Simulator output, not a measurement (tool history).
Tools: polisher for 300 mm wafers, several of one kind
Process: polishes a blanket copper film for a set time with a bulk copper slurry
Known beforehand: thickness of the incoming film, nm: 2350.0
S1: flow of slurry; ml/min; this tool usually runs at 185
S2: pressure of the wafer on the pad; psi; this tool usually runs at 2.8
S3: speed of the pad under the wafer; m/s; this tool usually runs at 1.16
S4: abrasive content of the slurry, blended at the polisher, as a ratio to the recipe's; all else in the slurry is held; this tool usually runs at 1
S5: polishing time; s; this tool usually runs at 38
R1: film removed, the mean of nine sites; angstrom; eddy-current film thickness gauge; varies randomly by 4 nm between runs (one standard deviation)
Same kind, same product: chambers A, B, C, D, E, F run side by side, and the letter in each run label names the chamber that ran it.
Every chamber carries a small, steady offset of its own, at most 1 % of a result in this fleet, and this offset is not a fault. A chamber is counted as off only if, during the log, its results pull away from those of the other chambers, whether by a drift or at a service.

run	hour	S1	S2	S3	S4	S5	R1
# hour 5.1: chamber E: slurry nozzle cleaned
1C	5.6	185	2.8	1.16	1	38	3454.6
# hour 5.9: chamber C: head pressure recalibrated
# hour 8.3: chamber F: worn pad replaced by a new one
# hour 10.6: chamber B: worn pad replaced by a new one
2E	11.5	185	2.8	1.16	1	38	3548.2
# hour 17.5: chamber A: worn pad replaced by a new one
3B	17.9	185	2.8	1.16	1	38	3486.5
# hour 19: chamber D: slurry nozzle cleaned
4A	22.2	185	2.8	1.16	1	38	3392.3
# hour 25.5: chamber D: head pressure recalibrated
5F	29.7	185	2.8	1.16	1	38	3503
# hour 30.3: chamber B: slurry blender recalibrated
6D	34.1	185	2.8	1.16	1	38	3528.3
7F	38.4	185	2.8	1.16	1	38	3506.8
8C	43.8	185	2.8	1.16	1	38	3424
9D	50.5	185	2.8	1.16	1	38	3457.7
# hour 51.4: chamber C: worn pad replaced by a new one
# hour 54.7: chamber E: worn pad replaced by a new one
10B	58.1	185	2.8	1.16	1	38	3482.5
# hour 60.5: chamber D: worn pad replaced by a new one
11E	62	185	2.8	1.16	1	38	3502.4
# hour 64.8: chamber C: slurry blender recalibrated
12A	68	185	2.8	1.16	1	38	3507.1
13D	71.6	185	2.8	1.16	1	38	3498.2
# hour 72.5: chamber B: worn pad replaced by a new one
# hour 75.8: chamber B: slurry nozzle cleaned
14B	78.4	185	2.8	1.16	1	38	3480.9
15E	85.2	185	2.8	1.16	1	38	3497.5
16F	91.1	185	2.8	1.16	1	38	3444.2
# hour 92.8: chamber F: slurry blender recalibrated
17A	95.1	185	2.8	1.16	1	38	3479.9
# hour 96.8: chamber F: worn pad replaced by a new one
18C	100.5	185	2.8	1.16	1	38	3419.6
19B	103.9	185	2.8	1.16	1	38	3457.9
# hour 105.7: chamber C: worn pad replaced by a new one
20C	109	185	2.8	1.16	1	38	3455.2
21F	115.6	185	2.5	1.16	0.7	38	2896.6
# hour 121.4: chamber E: worn pad replaced by a new one
22A	123.4	185	2.5	1.16	0.7	38	2947.2
# hour 126.4: chamber B: worn pad replaced by a new one
# hour 126.6: chamber E: head pressure recalibrated
# hour 128.9: chamber A: worn pad replaced by a new one
23D	130.2	185	2.5	1.16	0.7	38	2940.5
24E	133.6	185	2.5	1.16	0.7	38	2888
# hour 133.7: chamber A: slurry blender recalibrated
25E	140.9	185	2.5	1.16	0.7	38	2882.7
26B	144.4	185	2.5	1.16	0.7	38	2842.3
# hour 145.8: chamber B: slurry blender recalibrated
# hour 146.6: chamber D: worn pad replaced by a new one
27F	148.2	185	2.8	1.16	1	38	3499.1
28C	155.5	185	2.8	1.16	1	38	3446.8
29D	162.3	185	2.8	1.16	1	38	3602.4
# hour 162.8: chamber C: worn pad replaced by a new one
30A	169.1	185	2.8	1.16	1	38	3650.5
31C	176.8	185	2.8	1.16	1	38	3513.2
32B	180.2	185	2.8	1.16	1	38	3487.6
33F	183.9	185	2.8	1.16	1	38	3556.9
# hour 185.2: chamber E: worn pad replaced by a new one
34D	188.8	185	2.8	1.16	1	38	3524.5
# hour 191.7: chamber E: slurry blender recalibrated
35A	194.9	185	2.8	1.16	1	38	3767.8
36E	200.1	185	2.8	1.16	1	38	3459.1
37D	207.1	185	2.8	1.16	1	38	3477
38A	211.3	185	2.8	1.16	1	38	3794.8

Predict what each chamber gives when all 6 of them run the settings below next.
39A	216.9	210	2.8	1.16	1	38	?
39B	216.9	210	2.8	1.16	1	38	?
39C	216.9	210	2.8	1.16	1	38	?
39D	216.9	210	2.8	1.16	1	38	?
39E	216.9	210	2.8	1.16	1	38	?
39F	216.9	210	2.8	1.16	1	38	?

run	R1
39A	3912.7
39B	3506.9
39C	3523.4
39D	3508
39E	3641.8
39F	3586.7
